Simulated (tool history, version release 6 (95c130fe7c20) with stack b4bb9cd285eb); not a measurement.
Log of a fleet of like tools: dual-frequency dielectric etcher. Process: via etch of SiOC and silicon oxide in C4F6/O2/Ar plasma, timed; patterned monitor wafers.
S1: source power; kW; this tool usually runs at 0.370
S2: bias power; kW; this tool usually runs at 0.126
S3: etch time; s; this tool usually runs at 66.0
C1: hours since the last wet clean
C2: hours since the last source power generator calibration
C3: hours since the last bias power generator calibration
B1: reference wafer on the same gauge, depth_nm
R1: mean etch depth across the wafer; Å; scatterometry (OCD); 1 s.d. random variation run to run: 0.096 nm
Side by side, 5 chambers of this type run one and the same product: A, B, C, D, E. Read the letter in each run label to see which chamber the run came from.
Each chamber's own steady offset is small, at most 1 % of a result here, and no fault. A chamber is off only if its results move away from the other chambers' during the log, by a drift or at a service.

run   hour     S1     S2    S3     C1      C2      C3      B1      R1
 1C    6.2  0.370  0.126  66.0  171.0  3165.4  1015.8  70.803  645.96
 2E   18.2  0.370  0.126  66.0  444.1  3752.4  3013.4  70.810  644.99
 3D   25.0  0.370  0.126  66.0   94.4  1223.2   955.4  70.813  644.79
 4B   31.0  0.370  0.126  66.0   60.4  2749.2  2509.5  70.823  651.56
 5A   43.6  0.370  0.126  66.0  504.2  1215.1  2930.1  70.834  651.73
 6A   54.6  0.370  0.126  66.0  515.2  1226.1  2941.1  70.848  650.24
 7D   60.7  0.370  0.126  66.0  130.1  1258.9   991.1  70.876  645.63
 8B   67.7  0.370  0.126  66.0   97.1  2785.9  2546.2  70.886  653.31
 9C   78.0  0.370  0.144  66.0  242.8  3237.2  1087.6  70.877  672.79
10E   84.4  0.370  0.144  66.0  510.3  3818.6  3079.6  70.889  670.11
      91.1  -- chamber B: bias power generator calibrated
11C   93.4  0.370  0.144  66.0  258.2  3252.6  1103.0  70.894  672.26
12A  104.4  0.370  0.144  66.0  565.0  1275.9  2990.9  70.931  676.36
     107.7  -- chamber E: wet clean of the chamber
13B  110.5  0.370  0.144  66.0  139.9  2828.7    19.5  70.886  678.59
14E  122.3  0.430  0.105  66.0   14.6  3856.5  3117.5  70.918  650.06
15D  131.6  0.430  0.105  66.0  201.0  1329.8  1062.0  70.954  649.98
16B  137.2  0.430  0.105  66.0  166.6  2855.4    46.2  70.935  656.80
17C  144.7  0.430  0.105  66.0  309.5  3303.9  1154.3  70.948  652.91
     153.7  -- chamber E: bias power generator calibrated
18A  156.3  0.430  0.105  66.0  616.9  1327.8  3042.8  70.960  658.55
19E  166.4  0.370  0.126  66.0   58.7  3900.6    12.7  70.963  645.81
     175.6  -- chamber C: wet clean of the chamber
20D  177.8  0.370  0.126  66.0  247.2  1376.0  1108.2  70.988  646.65
21E  184.8  0.370  0.126  66.0   77.1  3919.0    31.1  71.011  646.42
22B  197.4  0.370  0.126  66.0  226.8  2915.6   106.4  70.994  652.36
23A  209.5  0.370  0.126  66.0  670.1  1381.0  3096.0  70.991  651.83
24D  221.4  0.370  0.126  66.0  290.8  1419.6  1151.8  71.060  646.73
25C  234.1  0.370  0.126  66.0   58.5  3393.3  1243.7  71.043  646.30
26B  246.9  0.370  0.126  77.5  276.3  2965.1   155.9  71.079  768.15
27A  258.8  0.370  0.126  77.5  719.4  1430.3  3145.3  71.081  767.39
     264.7  -- chamber A: wet clean of the chamber
28C  268.0  0.370  0.126  77.5   92.4  3427.2  1277.6  71.061  758.21
29E  278.3  0.370  0.126  77.5  170.6  4012.5   124.6  71.113  759.13
30D  288.2  0.370  0.126  77.5  357.6  1486.4  1218.6  71.079  758.88
31D  295.4  0.370  0.126  66.0  364.8  1493.6  1225.8  71.101  648.01
32E  308.1  0.370  0.126  66.0  200.4  4042.3   154.4  71.125  647.12
33C  317.3  0.370  0.126  66.0  141.7  3476.5  1326.9  71.123  648.71
34B  324.3  0.370  0.126  66.0  353.7  3042.5   233.3  71.137  654.66
35A  336.9  0.370  0.126  66.0   72.2  1508.4  3223.4  71.143  652.99
36B  346.0  0.370  0.142  66.0  375.4  3064.2   255.0  71.154  679.45
37E  356.3  0.370  0.142  66.0  248.6  4090.5   202.6  71.176  672.16
38D  364.4  0.370  0.142  66.0  433.8  1562.6  1294.8  71.199  674.88
39C  372.2  0.370  0.142  66.0  196.6  3531.4  1381.8  71.172  673.47
40A  380.2  0.370  0.142  66.0  115.5  1551.7  3266.7  71.190  678.48
41A  392.9  0.370  0.126  66.0  128.2  1564.4  3279.4  71.207  654.82
42C  400.2  0.370  0.126  66.0  224.6  3559.4  1409.8  71.218  648.64

Which is it: a chamber that has drifted or been left off by a service, a gauge drift common to all chambers, or only each chamber's usual small offset? If a chamber is off, name it and its likeliest cause.

The shared gauge is drifting. All chambers look as if they move in step, but none is off.
Cause: gauge reads high (%) = 0.607.
